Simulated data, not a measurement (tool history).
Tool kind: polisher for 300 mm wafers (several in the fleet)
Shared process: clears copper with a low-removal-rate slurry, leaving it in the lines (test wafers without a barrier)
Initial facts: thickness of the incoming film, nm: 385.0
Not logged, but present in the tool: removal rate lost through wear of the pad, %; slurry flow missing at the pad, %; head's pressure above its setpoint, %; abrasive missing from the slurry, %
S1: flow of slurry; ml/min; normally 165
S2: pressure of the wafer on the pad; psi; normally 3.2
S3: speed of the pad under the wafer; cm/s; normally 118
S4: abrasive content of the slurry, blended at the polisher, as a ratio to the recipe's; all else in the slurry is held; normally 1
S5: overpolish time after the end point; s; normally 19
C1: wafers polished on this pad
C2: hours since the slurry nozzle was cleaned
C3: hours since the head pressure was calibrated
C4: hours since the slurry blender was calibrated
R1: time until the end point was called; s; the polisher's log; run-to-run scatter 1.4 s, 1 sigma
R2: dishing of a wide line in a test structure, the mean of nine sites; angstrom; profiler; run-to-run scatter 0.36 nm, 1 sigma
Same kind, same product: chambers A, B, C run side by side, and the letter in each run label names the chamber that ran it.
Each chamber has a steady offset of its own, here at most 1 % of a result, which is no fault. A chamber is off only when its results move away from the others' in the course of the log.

{"run": "1C", "hour": 8.3, "S1": 165, "S2": 3.2, "S3": 118, "S4": 1, "S5": 19, "C1": 661, "C2": 260.2, "C3": 311.2, "C4": 31.6, "R1": 123.99, "R2": 329.75}
{"hour": 18.8, "done": "chamber B: slurry blender recalibrated"}
{"run": "2B", "hour": 19.3, "S1": 165, "S2": 3.2, "S3": 118, "S4": 1, "S5": 19, "C1": 1254, "C2": 376.9, "C3": 25.1, "C4": 0.6, "R1": 126.12, "R2": 324.6}
{"run": "3A", "hour": 26.2, "S1": 165, "S2": 3.2, "S3": 118, "S4": 1, "S5": 19, "C1": 1119, "C2": 125.5, "C3": 673.7, "C4": 380.1, "R1": 124.47, "R2": 324.93}
{"hour": 27.5, "done": "chamber B: worn pad replaced by a new one"}
{"run": "4C", "hour": 35.7, "S1": 165, "S2": 3.2, "S3": 118, "S4": 1, "S5": 19, "C1": 935, "C2": 287.6, "C3": 338.6, "C4": 59, "R1": 125.5, "R2": 316.28}
{"run": "5B", "hour": 46.9, "S1": 165, "S2": 3.2, "S3": 118, "S4": 1, "S5": 19, "C1": 195, "C2": 404.5, "C3": 52.7, "C4": 28.2, "R1": 125.07, "R2": 326}
{"hour": 58.7, "done": "chamber A: worn pad replaced by a new one"}
{"run": "6A", "hour": 59.4, "S1": 165, "S2": 3.2, "S3": 118, "S4": 1, "S5": 19, "C1": 7, "C2": 158.7, "C3": 706.9, "C4": 413.3, "R1": 127.15, "R2": 331.07}
{"run": "7C", "hour": 68.7, "S1": 165, "S2": 3.2, "S3": 118, "S4": 1, "S5": 19, "C1": 1266, "C2": 320.6, "C3": 371.6, "C4": 92, "R1": 122.53, "R2": 329.6}
{"hour": 70.5, "done": "chamber C: worn pad replaced by a new one"}
{"hour": 74.5, "done": "chamber C: head pressure recalibrated"}
{"run": "8A", "hour": 79.9, "S1": 165, "S2": 3.2, "S3": 118, "S4": 1, "S5": 19, "C1": 213, "C2": 179.2, "C3": 727.4, "C4": 433.8, "R1": 125.4, "R2": 331.69}
{"hour": 88.1, "done": "chamber A: head pressure recalibrated"}
{"run": "9B", "hour": 88.3, "S1": 165, "S2": 3.2, "S3": 118, "S4": 1, "S5": 19, "C1": 610, "C2": 445.9, "C3": 94.1, "C4": 69.6, "R1": 124.16, "R2": 330.3}
{"hour": 94.2, "done": "chamber C: slurry blender recalibrated"}
{"run": "10B", "hour": 96.0, "S1": 165, "S2": 3.2, "S3": 118, "S4": 1, "S5": 19, "C1": 687, "C2": 453.6, "C3": 101.8, "C4": 77.3, "R1": 125.72, "R2": 325.83}
{"run": "11A", "hour": 103.2, "S1": 165, "S2": 3.2, "S3": 118, "S4": 1, "S5": 19, "C1": 446, "C2": 202.5, "C3": 15.2, "C4": 457.1, "R1": 124.27, "R2": 327.01}
{"run": "12C", "hour": 114.3, "S1": 165, "S2": 3.2, "S3": 118, "S4": 1, "S5": 19, "C1": 439, "C2": 366.2, "C3": 39.8, "C4": 20.1, "R1": 124.45, "R2": 323.58}
{"hour": 115.6, "done": "chamber A: slurry blender recalibrated"}
{"run": "13A", "hour": 125.4, "S1": 165, "S2": 3.2, "S3": 118, "S4": 1, "S5": 19, "C1": 669, "C2": 224.7, "C3": 37.4, "C4": 9.8, "R1": 122.48, "R2": 329.65}
{"run": "14C", "hour": 137.0, "S1": 165, "S2": 3.2, "S3": 118, "S4": 1, "S5": 19, "C1": 666, "C2": 388.9, "C3": 62.5, "C4": 42.8, "R1": 126.51, "R2": 326.69}
{"hour": 145.4, "done": "chamber B: worn pad replaced by a new one"}
{"run": "15B", "hour": 146.6, "S1": 165, "S2": 3.2, "S3": 118, "S4": 1, "S5": 19, "C1": 12, "C2": 504.2, "C3": 152.4, "C4": 127.9, "R1": 124.51, "R2": 335.28}
{"hour": 153.3, "done": "chamber B: slurry blender recalibrated"}
{"run": "16C", "hour": 154.4, "S1": 200, "S2": 3.2, "S3": 118, "S4": 1, "S5": 19, "C1": 841, "C2": 406.3, "C3": 79.9, "C4": 60.2, "R1": 122.19, "R2": 326.35}
{"run": "17B", "hour": 166.4, "S1": 200, "S2": 3.2, "S3": 118, "S4": 1, "S5": 19, "C1": 210, "C2": 524, "C3": 172.2, "C4": 13.1, "R1": 119.39, "R2": 339.18}
{"run": "18A", "hour": 177.8, "S1": 200, "S2": 3.2, "S3": 118, "S4": 1, "S5": 19, "C1": 1194, "C2": 277.1, "C3": 89.8, "C4": 62.2, "R1": 121.74, "R2": 342.05}
{"hour": 180.8, "done": "chamber C: worn pad replaced by a new one"}
{"run": "19B", "hour": 184.7, "S1": 165, "S2": 3.2, "S3": 118, "S4": 1, "S5": 19, "C1": 394, "C2": 542.3, "C3": 190.5, "C4": 31.4, "R1": 122.8, "R2": 324.3}
{"hour": 188.3, "done": "chamber C: slurry blender recalibrated"}
{"run": "20A", "hour": 195.4, "S1": 165, "S2": 3.2, "S3": 118, "S4": 1, "S5": 19, "C1": 1371, "C2": 294.7, "C3": 107.4, "C4": 79.8, "R1": 127.71, "R2": 328.39}
{"run": "21C", "hour": 207.5, "S1": 165, "S2": 3.2, "S3": 118, "S4": 1, "S5": 19, "C1": 268, "C2": 459.4, "C3": 133, "C4": 19.3, "R1": 125.06, "R2": 328.62}
{"run": "22B", "hour": 220.0, "S1": 165, "S2": 3.2, "S3": 118, "S4": 1, "S5": 19, "C1": 748, "C2": 577.6, "C3": 225.8, "C4": 66.7, "R1": 124.94, "R2": 328.8}
{"hour": 221.6, "done": "chamber A: worn pad replaced by a new one"}
{"run": "23A", "hour": 227.3, "S1": 165, "S2": 3.2, "S3": 132, "S4": 1, "S5": 19, "C1": 58, "C2": 326.6, "C3": 139.3, "C4": 111.7, "R1": 113.86, "R2": 348.67}
{"run": "24C", "hour": 236.7, "S1": 165, "S2": 3.2, "S3": 132, "S4": 1, "S5": 19, "C1": 561, "C2": 488.6, "C3": 162.2, "C4": 48.5, "R1": 110.2, "R2": 352.72}
{"run": "25B", "hour": 244.5, "S1": 165, "S2": 3.2, "S3": 132, "S4": 1, "S5": 19, "C1": 993, "C2": 602.1, "C3": 250.3, "C4": 91.2, "R1": 110.4, "R2": 359.16}
{"run": "26C", "hour": 254.6, "S1": 165, "S2": 3.2, "S3": 118, "S4": 1, "S5": 19, "C1": 740, "C2": 506.5, "C3": 180.1, "C4": 66.4, "R1": 124.55, "R2": 325.63}
{"run": "27A", "hour": 265.3, "S1": 165, "S2": 3.2, "S3": 118, "S4": 1, "S5": 19, "C1": 439, "C2": 364.6, "C3": 177.3, "C4": 149.7, "R1": 126.85, "R2": 332.06}
{"hour": 266.0, "done": "chamber B: worn pad replaced by a new one"}
{"run": "28B", "hour": 276.6, "S1": 165, "S2": 3.2, "S3": 118, "S4": 1, "S5": 19, "C1": 106, "C2": 634.2, "C3": 282.4, "C4": 123.3, "R1": 124.73, "R2": 332.53}
{"hour": 280.7, "done": "chamber A: slurry nozzle cleaned"}
{"run": "29A", "hour": 289.6, "S1": 165, "S2": 3.2, "S3": 148, "S4": 0.7, "S5": 19, "C1": 682, "C2": 8.9, "C3": 201.6, "C4": 174, "R1": 109.2, "R2": 361.19}
{"hour": 291.4, "done": "chamber B: slurry blender recalibrated"}
{"hour": 294.6, "done": "chamber C: worn pad replaced by a new one"}
{"hour": 301.8, "done": "chamber C: slurry blender recalibrated"}
{"run": "30C", "hour": 303.3, "S1": 165, "S2": 3.2, "S3": 148, "S4": 0.7, "S5": 19, "C1": 87, "C2": 555.2, "C3": 228.8, "C4": 1.5, "R1": 106.64, "R2": 358.61}
{"run": "31B", "hour": 313.4, "S1": 165, "S2": 3.2, "S3": 148, "S4": 0.7, "S5": 19, "C1": 475, "C2": 671, "C3": 319.2, "C4": 22, "R1": 106.02, "R2": 368.13}
{"run": "32C", "hour": 320.9, "S1": 165, "S2": 3.2, "S3": 118, "S4": 1, "S5": 19, "C1": 263, "C2": 572.8, "C3": 246.4, "C4": 19.1, "R1": 123.4, "R2": 326.12}
{"run": "33A", "hour": 332.2, "S1": 165, "S2": 3.2, "S3": 118, "S4": 1, "S5": 19, "C1": 1109, "C2": 51.5, "C3": 244.2, "C4": 216.6, "R1": 126.97, "R2": 328.47}
{"run": "34A", "hour": 339.5, "S1": 165, "S2": 3.2, "S3": 118, "S4": 1, "S5": 19, "C1": 1182, "C2": 58.8, "C3": 251.5, "C4": 223.9, "R1": 126.7, "R2": 330.82}
{"run": "35B", "hour": 352.4, "S1": 165, "S2": 3.2, "S3": 118, "S4": 1, "S5": 19, "C1": 866, "C2": 710, "C3": 358.2, "C4": 61, "R1": 124.88, "R2": 321.06}
{"run": "36C", "hour": 359.4, "S1": 165, "S2": 3.2, "S3": 118, "S4": 1, "S5": 19, "C1": 649, "C2": 611.3, "C3": 284.9, "C4": 57.6, "R1": 126.2, "R2": 323.4}
{"hour": 366.3, "done": "chamber A: worn pad replaced by a new one"}
{"run": "37C", "hour": 367.3, "S1": 165, "S2": 3.2, "S3": 118, "S4": 1, "S5": 19, "C1": 729, "C2": 619.2, "C3": 292.8, "C4": 65.5, "R1": 126.03, "R2": 320.21}
{"run": "38B", "hour": 374.9, "S1": 165, "S2": 3.7, "S3": 118, "S4": 1, "S5": 19, "C1": 1091, "C2": 732.5, "C3": 380.7, "C4": 83.5, "R1": 108.01, "R2": 359.61}
{"hour": 377.4, "done": "chamber B: worn pad replaced by a new one"}
{"run": "39A", "hour": 383.4, "S1": 165, "S2": 3.7, "S3": 118, "S4": 1, "S5": 19, "C1": 171, "C2": 102.7, "C3": 295.4, "C4": 267.8, "R1": 108.26, "R2": 362.75}
{"hour": 386.2, "done": "chamber C: slurry nozzle cleaned"}
{"run": "40A", "hour": 392.6, "S1": 165, "S2": 3.7, "S3": 118, "S4": 1, "S5": 19, "C1": 264, "C2": 111.9, "C3": 304.6, "C4": 277, "R1": 108.97, "R2": 370.04}
{"run": "41C", "hour": 403.9, "S1": 165, "S2": 3.2, "S3": 118, "S4": 1, "S5": 19, "C1": 1095, "C2": 17.7, "C3": 329.4, "C4": 102.1, "R1": 126.06, "R2": 326.99}
{"run": "42B", "hour": 418.1, "S1": 165, "S2": 3.2, "S3": 118, "S4": 1, "S5": 19, "C1": 408, "C2": 775.7, "C3": 423.9, "C4": 126.7, "R1": 123.09, "R2": 330.21}
{"run": "43B", "hour": 429.6, "S1": 165, "S2": 3.2, "S3": 118, "S4": 1, "S5": 19, "C1": 524, "C2": 787.2, "C3": 435.4, "C4": 138.2, "R1": 123.91, "R2": 330.55}
{"run": "44A", "hour": 436.4, "S1": 165, "S2": 3.2, "S3": 118, "S4": 1, "S5": 19, "C1": 703, "C2": 155.7, "C3": 348.4, "C4": 320.8, "R1": 126.64, "R2": 330.23}

Next, all 3 chambers run the settings below, one line each with question marks for the results. What does each chamber give?
{"run": "45A", "hour": 446.6, "S1": 165, "S2": 2.4, "S3": 118, "S4": 1, "S5": 19, "R1": "?", "R2": "?"}
{"run": "45B", "hour": 446.6, "S1": 165, "S2": 2.4, "S3": 118, "S4": 1, "S5": 19, "R1": "?", "R2": "?"}
{"run": "45C", "hour": 446.6, "S1": 165, "S2": 2.4, "S3": 118, "S4": 1, "S5": 19, "R1": "?", "R2": "?"}

run=45A R1=163.34 R2=276.41
run=45B R1=163.92 R2=270.21
run=45C R1=167.31 R2=261.95
